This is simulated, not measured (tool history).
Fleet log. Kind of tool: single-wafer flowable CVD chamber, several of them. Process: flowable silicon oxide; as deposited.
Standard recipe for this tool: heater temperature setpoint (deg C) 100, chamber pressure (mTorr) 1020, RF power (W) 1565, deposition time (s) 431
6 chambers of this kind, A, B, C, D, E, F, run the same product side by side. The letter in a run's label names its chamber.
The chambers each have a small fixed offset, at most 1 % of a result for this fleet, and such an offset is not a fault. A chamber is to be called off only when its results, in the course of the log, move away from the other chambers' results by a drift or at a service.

| run | hour | heater temperature setpoint (deg C) | chamber pressure (mTorr) | RF power (W) | deposition time (s) | read-back reference wafer on the same gauge, thickness_nm | mean film thickness on the monitor wafer (Å) |
|---|---|---|---|---|---|---|---|
| 1D | 3.2 | 100 | 1020 | 1565 | 431 | 279.08 | 3310.1 |
| 2A | 6.3 | 100 | 1020 | 1565 | 431 | 278.93 | 3356.1 |
| 3C | 9.1 | 100 | 1020 | 1565 | 431 | 279.09 | 3323.5 |
| 4B | 12.4 | 100 | 1020 | 1565 | 431 | 279.09 | 3334.3 |
| 5E | 15.5 | 100 | 1020 | 1565 | 431 | 278.86 | 3322 |
| 6F | 20.5 | 100 | 1020 | 1565 | 431 | 278.92 | 3337.4 |
| 7F | 24 | 100 | 1020 | 1670 | 431 | 278.99 | 3403.2 |
| 8A | 26.5 | 100 | 1020 | 1670 | 431 | 278.97 | 3422.6 |
| 9D | 31.7 | 100 | 1020 | 1670 | 431 | 278.94 | 3360.8 |
| 10C | 37.1 | 100 | 1020 | 1670 | 431 | 278.99 | 3386.6 |
| 11E | 39.7 | 100 | 1020 | 1670 | 431 | 279 | 3386.7 |
| 12B | 42.3 | 100 | 1020 | 1670 | 431 | 278.86 | 3399.1 |
|  | 45 | chamber D: thermocouple changed; heater temperature recalibrated |
| 13D | 45.6 | 100 | 1020 | 1565 | 431 | 278.97 | 3172.2 |
| 14B | 48.2 | 100 | 1020 | 1565 | 431 | 279.36 | 3349.6 |
| 15C | 51.4 | 100 | 1020 | 1565 | 431 | 278.99 | 3327.9 |
| 16A | 54.5 | 100 | 1020 | 1565 | 431 | 278.84 | 3347.8 |
| 17F | 57.5 | 100 | 1020 | 1565 | 502 | 279.19 | 3888.2 |
| 18E | 62.5 | 100 | 1020 | 1565 | 502 | 278.88 | 3861.5 |
| 19D | 66.2 | 100 | 1020 | 1565 | 502 | 278.92 | 3703.1 |
| 20F | 71.5 | 100 | 1020 | 1565 | 502 | 278.92 | 3890.5 |
| 21A | 74.1 | 100 | 1020 | 1565 | 502 | 279 | 3890 |
| 22E | 79.5 | 100 | 1020 | 1565 | 502 | 279.02 | 3870.7 |
| 23C | 83.3 | 100 | 1020 | 1565 | 431 | 278.94 | 3315.1 |
| 24B | 86.2 | 100 | 1020 | 1565 | 431 | 278.82 | 3357.3 |
| 25D | 89.8 | 100 | 1020 | 1565 | 431 | 278.85 | 3165.5 |
| 26C | 92.4 | 100 | 1020 | 1565 | 431 | 278.91 | 3309.4 |
| 27F | 96.4 | 100 | 1020 | 1565 | 431 | 278.97 | 3359.8 |
| 28A | 99.2 | 100 | 1020 | 1565 | 431 | 279.17 | 3339.9 |
| 29B | 102.9 | 100 | 1020 | 1565 | 431 | 279.11 | 3352.5 |
| 30E | 108.1 | 100 | 1020 | 1565 | 431 | 279.12 | 3300.8 |
| 31A | 110.5 | 100 | 1020 | 1565 | 431 | 279.06 | 3352.7 |
| 32E | 115.5 | 100 | 1020 | 1565 | 431 | 279.36 | 3315.1 |
| 33F | 118.5 | 100 | 1020 | 1565 | 431 | 279.01 | 3326.9 |
| 34C | 121.5 | 100 | 1020 | 1565 | 431 | 278.95 | 3326 |
| 35B | 125.9 | 100 | 1020 | 1565 | 431 | 278.93 | 3337 |
| 36D | 130.8 | 100 | 1020 | 1565 | 431 | 279.28 | 3179.6 |

Next, all 6 chambers run the settings below, one line each with question marks for the results. What does each chamber give?
| 37A | 134.7 | 100 | 1020 | 1565 | 431 |  | ? |
| 37B | 134.7 | 100 | 1020 | 1565 | 431 |  | ? |
| 37C | 134.7 | 100 | 1020 | 1565 | 431 |  | ? |
| 37D | 134.7 | 100 | 1020 | 1565 | 431 |  | ? |
| 37E | 134.7 | 100 | 1020 | 1565 | 431 |  | ? |
| 37F | 134.7 | 100 | 1020 | 1565 | 431 |  | ? |

| run | mean film thickness on the monitor wafer (Å) |
|---|---|
| 37A | 3346.6 |
| 37B | 3352.3 |
| 37C | 3338.7 |
| 37D | 3167.3 |
| 37E | 3314.5 |
| 37F | 3343.2 |

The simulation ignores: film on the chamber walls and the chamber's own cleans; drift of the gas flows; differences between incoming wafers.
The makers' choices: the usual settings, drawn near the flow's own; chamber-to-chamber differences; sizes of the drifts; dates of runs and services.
